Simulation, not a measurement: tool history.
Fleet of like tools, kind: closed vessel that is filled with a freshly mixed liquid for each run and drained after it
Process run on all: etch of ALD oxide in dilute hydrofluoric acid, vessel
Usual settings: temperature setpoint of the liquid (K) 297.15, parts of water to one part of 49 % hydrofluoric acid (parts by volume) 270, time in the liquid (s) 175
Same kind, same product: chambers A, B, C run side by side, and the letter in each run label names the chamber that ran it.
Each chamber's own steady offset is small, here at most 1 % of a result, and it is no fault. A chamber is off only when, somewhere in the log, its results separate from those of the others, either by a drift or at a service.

run	hour	temperature setpoint of the liquid (K)	parts of water to one part of 49 % hydrofluoric acid (parts by volume)	time in the liquid (s)	read-back film thickness of the ALD oxide reference wafer, read on the same gauge (nm)	thickness taken off the ALD oxide on a monitor wafer (Å)
1B	11.3	297.15	270	175	70.018	63.635
2A	21.9	297.15	270	175	69.980	64.093
3C	27.4	297.15	270	175	69.996	63.938
4A	37.7	297.15	270	175	69.988	64.183
5C	46.5	297.15	270	175	70.001	64.352
6B	55.3	297.15	270	175	70.010	63.609
7C	62.9	297.15	270	175	69.994	64.540
# hour 71.4: chamber A: thermometer replaced
8B	72.1	297.15	270	175	70.005	63.713
9A	84.1	297.15	270	175	70.006	64.782
10B	89.3	297.15	270	175	70.006	63.931
11A	94.8	297.15	270	175	70.004	63.911
12C	106.8	297.15	270	175	69.995	64.096
13C	113.3	297.15	270	175	70.007	63.879
14B	120.8	297.15	270	175	69.998	63.882
# hour 123.1: chamber A: hydrofluoric acid flow meter replaced
15A	131.4	297.15	270	175	70.030	64.764
# hour 134.3: chamber C: thermometer replaced
16C	138.4	297.15	270	175	69.988	63.921
17A	148.9	297.15	270	220	69.989	80.699
18B	157.9	297.15	270	220	70.008	79.682
19A	163.3	297.15	270	220	70.010	80.522
20B	173.7	297.15	270	175	69.999	63.506
21C	182.1	297.15	270	175	70.021	64.070
22A	189.1	297.15	270	175	69.986	64.171
23B	199.5	297.15	270	175	69.993	63.678
24C	208.6	297.15	270	175	69.998	64.293
25A	218.0	297.15	270	175	69.997	64.371
26C	225.9	297.15	270	175	69.997	63.903
27B	235.4	297.15	270	175	70.004	63.154
28C	241.3	297.15	270	175	69.999	63.814
29A	251.8	297.15	270	175	70.029	64.122
30B	257.6	297.15	270	175	69.998	63.265
31A	265.3	300.65	270	175	70.003	72.936
32B	277.4	300.65	270	175	69.995	72.046
33C	286.0	300.65	270	175	70.015	72.088
34C	293.0	297.15	270	175	70.007	64.009
35A	298.6	297.15	270	240	69.990	87.902
36B	307.7	297.15	270	240	70.007	87.675
37B	319.6	297.15	270	240	69.998	87.889
38C	329.7	297.15	270	175	69.994	64.212
39A	340.6	297.15	270	175	69.990	64.288
40C	346.9	293.15	270	175	70.001	55.340
41A	354.2	293.15	270	175	69.990	55.634

Which is it: a chamber that has drifted or been left off by a service, a gauge drift common to all chambers, or only each chamber's usual small offset? If a chamber is off, name it and its likeliest cause.

Neither any chamber nor the gauge drifts; the chambers differ only by their own small, steady offsets.

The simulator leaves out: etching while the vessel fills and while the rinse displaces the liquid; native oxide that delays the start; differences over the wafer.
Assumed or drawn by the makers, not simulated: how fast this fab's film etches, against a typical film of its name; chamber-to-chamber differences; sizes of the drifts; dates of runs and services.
